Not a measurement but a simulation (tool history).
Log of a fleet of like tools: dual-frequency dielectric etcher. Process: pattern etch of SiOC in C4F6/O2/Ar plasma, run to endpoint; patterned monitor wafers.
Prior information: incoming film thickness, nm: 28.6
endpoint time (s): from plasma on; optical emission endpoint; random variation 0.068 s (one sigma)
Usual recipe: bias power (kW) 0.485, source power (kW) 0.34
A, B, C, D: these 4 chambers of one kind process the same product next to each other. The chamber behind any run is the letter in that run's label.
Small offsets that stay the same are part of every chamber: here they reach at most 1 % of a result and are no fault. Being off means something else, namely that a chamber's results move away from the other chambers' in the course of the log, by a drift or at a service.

| run | hour | bias power (kW) | source power (kW) | endpoint time (s) |
|---|---|---|---|---|
| 1D | 5.7 | 0.485 | 0.34 | 10.323 |
| 2C | 12.6 | 0.485 | 0.34 | 10.423 |
| 3B | 19.3 | 0.485 | 0.34 | 10.295 |
| 4A | 27.8 | 0.485 | 0.34 | 10.24 |
| 5A | 36.1 | 0.485 | 0.34 | 10.132 |
| 6C | 42 | 0.485 | 0.34 | 10.532 |
| 7D | 47.8 | 0.485 | 0.34 | 10.092 |
| 8B | 53.3 | 0.485 | 0.34 | 10.288 |
| 9C | 58.4 | 0.485 | 0.34 | 10.424 |
| 10A | 65.9 | 0.421 | 0.28 | 11.552 |
| 11D | 71.4 | 0.421 | 0.28 | 11.486 |
| 12B | 76.2 | 0.421 | 0.28 | 11.717 |
| 13C | 81.2 | 0.421 | 0.28 | 11.787 |
| 14B | 86 | 0.485 | 0.34 | 10.311 |
| 15A | 91.7 | 0.485 | 0.34 | 10.18 |
| 16D | 98.5 | 0.485 | 0.34 | 9.8991 |
| 17B | 104.4 | 0.485 | 0.34 | 10.288 |
| 18D | 111.9 | 0.485 | 0.41 | 9.5088 |
| 19C | 118.8 | 0.485 | 0.41 | 9.6613 |
| 20A | 125.1 | 0.485 | 0.41 | 9.5654 |
| 21A | 129 | 0.485 | 0.41 | 9.5094 |
| 22B | 133.7 | 0.485 | 0.34 | 10.299 |
| 23D | 141.6 | 0.485 | 0.34 | 10.055 |
| 24C | 145.7 | 0.485 | 0.34 | 10.437 |
| 25B | 153.4 | 0.485 | 0.34 | 10.438 |
| 26D | 159.7 | 0.485 | 0.34 | 9.8717 |

Next, all 4 chambers run the settings below, one line each with question marks for the results. What does each chamber give?
| 27A | 165.9 | 0.485 | 0.34 | ? |
| 27B | 165.9 | 0.485 | 0.34 | ? |
| 27C | 165.9 | 0.485 | 0.34 | ? |
| 27D | 165.9 | 0.485 | 0.34 | ? |

| run | endpoint time (s) |
|---|---|
| 27A | 10.362 |
| 27B | 10.347 |
| 27C | 10.302 |
| 27D | 9.9198 |
